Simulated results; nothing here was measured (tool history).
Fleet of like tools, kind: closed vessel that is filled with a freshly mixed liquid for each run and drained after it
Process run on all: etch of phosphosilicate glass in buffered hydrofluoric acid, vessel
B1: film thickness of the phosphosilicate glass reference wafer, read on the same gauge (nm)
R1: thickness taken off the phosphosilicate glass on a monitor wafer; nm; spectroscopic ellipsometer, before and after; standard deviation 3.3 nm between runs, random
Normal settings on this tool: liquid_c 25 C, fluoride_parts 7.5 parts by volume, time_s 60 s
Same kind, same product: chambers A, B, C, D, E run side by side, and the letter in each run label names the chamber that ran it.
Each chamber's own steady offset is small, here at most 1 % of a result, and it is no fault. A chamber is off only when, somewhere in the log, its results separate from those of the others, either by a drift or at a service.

{"run": "1A", "hour": 15.6, "liquid_c": 25, "fluoride_parts": 7.5, "time_s": 60, "B1": 99.978, "R1": 400.65}
{"run": "2B", "hour": 30.8, "liquid_c": 25, "fluoride_parts": 7.5, "time_s": 60, "B1": 100, "R1": 406.19}
{"run": "3C", "hour": 38.0, "liquid_c": 25, "fluoride_parts": 7.5, "time_s": 60, "B1": 100.02, "R1": 407.57}
{"run": "4E", "hour": 53.7, "liquid_c": 25, "fluoride_parts": 7.5, "time_s": 60, "B1": 99.999, "R1": 407.94}
{"run": "5D", "hour": 67.1, "liquid_c": 27.5, "fluoride_parts": 7.5, "time_s": 60, "B1": 99.994, "R1": 465.99}
{"run": "6E", "hour": 78.8, "liquid_c": 27.5, "fluoride_parts": 7.5, "time_s": 60, "B1": 100.02, "R1": 472.69}
{"run": "7D", "hour": 94.5, "liquid_c": 27.5, "fluoride_parts": 7.5, "time_s": 60, "B1": 99.996, "R1": 466.05}
{"run": "8A", "hour": 102.3, "liquid_c": 27.5, "fluoride_parts": 7.5, "time_s": 60, "B1": 100, "R1": 460.94}
{"hour": 103.2, "done": "chamber E: thermometer replaced"}
{"run": "9C", "hour": 112.5, "liquid_c": 27.5, "fluoride_parts": 7.5, "time_s": 60, "B1": 99.989, "R1": 463.19}
{"hour": 118.7, "done": "chamber C: thermometer replaced"}
{"run": "10B", "hour": 119.8, "liquid_c": 25, "fluoride_parts": 7.5, "time_s": 60, "B1": 100.02, "R1": 415.19}
{"run": "11C", "hour": 131.4, "liquid_c": 25, "fluoride_parts": 7.5, "time_s": 60, "B1": 100.01, "R1": 408.57}
{"run": "12B", "hour": 140.5, "liquid_c": 25, "fluoride_parts": 7.5, "time_s": 60, "B1": 99.998, "R1": 407.66}
{"run": "13E", "hour": 150.0, "liquid_c": 25, "fluoride_parts": 7.5, "time_s": 60, "B1": 99.967, "R1": 410.98}
{"run": "14A", "hour": 164.6, "liquid_c": 25, "fluoride_parts": 7.5, "time_s": 60, "B1": 99.973, "R1": 406.54}
{"run": "15D", "hour": 173.4, "liquid_c": 25, "fluoride_parts": 7.5, "time_s": 60, "B1": 99.994, "R1": 406.43}
{"run": "16E", "hour": 180.8, "liquid_c": 25, "fluoride_parts": 7.5, "time_s": 60, "B1": 99.994, "R1": 401.95}
{"run": "17B", "hour": 194.7, "liquid_c": 25, "fluoride_parts": 7.5, "time_s": 60, "B1": 99.979, "R1": 412.72}
{"run": "18C", "hour": 207.3, "liquid_c": 25, "fluoride_parts": 7.5, "time_s": 60, "B1": 100.02, "R1": 399.68}
{"run": "19A", "hour": 217.9, "liquid_c": 25, "fluoride_parts": 7.5, "time_s": 60, "B1": 100.01, "R1": 402.11}
{"run": "20D", "hour": 231.0, "liquid_c": 25, "fluoride_parts": 7.5, "time_s": 60, "B1": 100, "R1": 407.69}
{"run": "21C", "hour": 243.1, "liquid_c": 23, "fluoride_parts": 6, "time_s": 60, "B1": 99.996, "R1": 441.35}
{"run": "22A", "hour": 252.4, "liquid_c": 23, "fluoride_parts": 6, "time_s": 60, "B1": 100.02, "R1": 444.73}
{"run": "23E", "hour": 266.9, "liquid_c": 23, "fluoride_parts": 6, "time_s": 60, "B1": 100, "R1": 452.72}
{"run": "24D", "hour": 276.5, "liquid_c": 23, "fluoride_parts": 6, "time_s": 60, "B1": 100.02, "R1": 452.3}
{"run": "25B", "hour": 288.7, "liquid_c": 23, "fluoride_parts": 6, "time_s": 60, "B1": 100.01, "R1": 449.75}
{"run": "26D", "hour": 302.0, "liquid_c": 25, "fluoride_parts": 7.5, "time_s": 60, "B1": 99.997, "R1": 407.14}
{"run": "27E", "hour": 313.0, "liquid_c": 25, "fluoride_parts": 7.5, "time_s": 60, "B1": 99.998, "R1": 407.09}
{"run": "28C", "hour": 328.5, "liquid_c": 25, "fluoride_parts": 7.5, "time_s": 60, "B1": 99.996, "R1": 385.39}
{"run": "29A", "hour": 340.5, "liquid_c": 25, "fluoride_parts": 7.5, "time_s": 60, "B1": 100.01, "R1": 402.86}
{"run": "30B", "hour": 355.1, "liquid_c": 25, "fluoride_parts": 7.5, "time_s": 60, "B1": 99.98, "R1": 411.66}
{"run": "31B", "hour": 368.7, "liquid_c": 25, "fluoride_parts": 7.5, "time_s": 80, "B1": 100.02, "R1": 543.92}
{"run": "32A", "hour": 384.5, "liquid_c": 25, "fluoride_parts": 7.5, "time_s": 80, "B1": 100.01, "R1": 542.26}
{"run": "33D", "hour": 397.8, "liquid_c": 25, "fluoride_parts": 7.5, "time_s": 80, "B1": 99.996, "R1": 541.68}
{"run": "34C", "hour": 407.5, "liquid_c": 25, "fluoride_parts": 7.5, "time_s": 80, "B1": 100.02, "R1": 507.6}
{"run": "35E", "hour": 420.1, "liquid_c": 25, "fluoride_parts": 7.5, "time_s": 80, "B1": 100, "R1": 547.41}
{"run": "36E", "hour": 430.7, "liquid_c": 25, "fluoride_parts": 7.5, "time_s": 60, "B1": 99.993, "R1": 401.23}
{"run": "37D", "hour": 443.0, "liquid_c": 25, "fluoride_parts": 7.5, "time_s": 60, "B1": 100.02, "R1": 406.78}
{"run": "38B", "hour": 450.7, "liquid_c": 21.5, "fluoride_parts": 5.5, "time_s": 60, "B1": 99.994, "R1": 446.7}
{"run": "39C", "hour": 465.8, "liquid_c": 21.5, "fluoride_parts": 5.5, "time_s": 60, "B1": 99.977, "R1": 415.91}
{"hour": 472.8, "done": "chamber A: hydrofluoric acid flow meter replaced"}
{"run": "40A", "hour": 476.5, "liquid_c": 21.5, "fluoride_parts": 5.5, "time_s": 60, "B1": 99.988, "R1": 447.34}
{"run": "41A", "hour": 492.1, "liquid_c": 21.5, "fluoride_parts": 5.5, "time_s": 60, "B1": 99.995, "R1": 444.42}

Is one chamber out of step, is the gauge drifting, or do the chambers differ by no more than their own small offsets? For an off chamber, give its letter and the likeliest cause.

Little by little, chamber C moves away from the other chambers.
Likeliest cause: hydrofluoric acid flow below the setpoint (%) = 6.46.

Here are 4 candidates for chamber C's next run, each the usual settings with a change, their results left as question marks. Which one brings its results back in line with what the others give on the usual settings?
Allowed miss from the other chambers' usual-settings mean, per result, to count as in line: R1 11 nm
{"run": "42C-1", "hour": 503.4, "liquid_c": 25, "fluoride_parts": 7.5, "time_s": 55, "R1": "?"}
{"run": "42C-2", "hour": 503.4, "liquid_c": 25.5, "fluoride_parts": 7.5, "time_s": 60, "R1": "?"}
{"run": "42C-3", "hour": 503.4, "liquid_c": 24.5, "fluoride_parts": 7.5, "time_s": 60, "R1": "?"}
{"run": "42C-4", "hour": 503.4, "liquid_c": 26.5, "fluoride_parts": 7.5, "time_s": 60, "R1": "?"}

The other chambers' mean on the usual settings: R1 408.06 nm
run=42C-1 R1=345.78
run=42C-2 R1=387.54
run=42C-3 R1=367.13
run=42C-4 R1=408.95
42C-4 brings the chamber back in line.
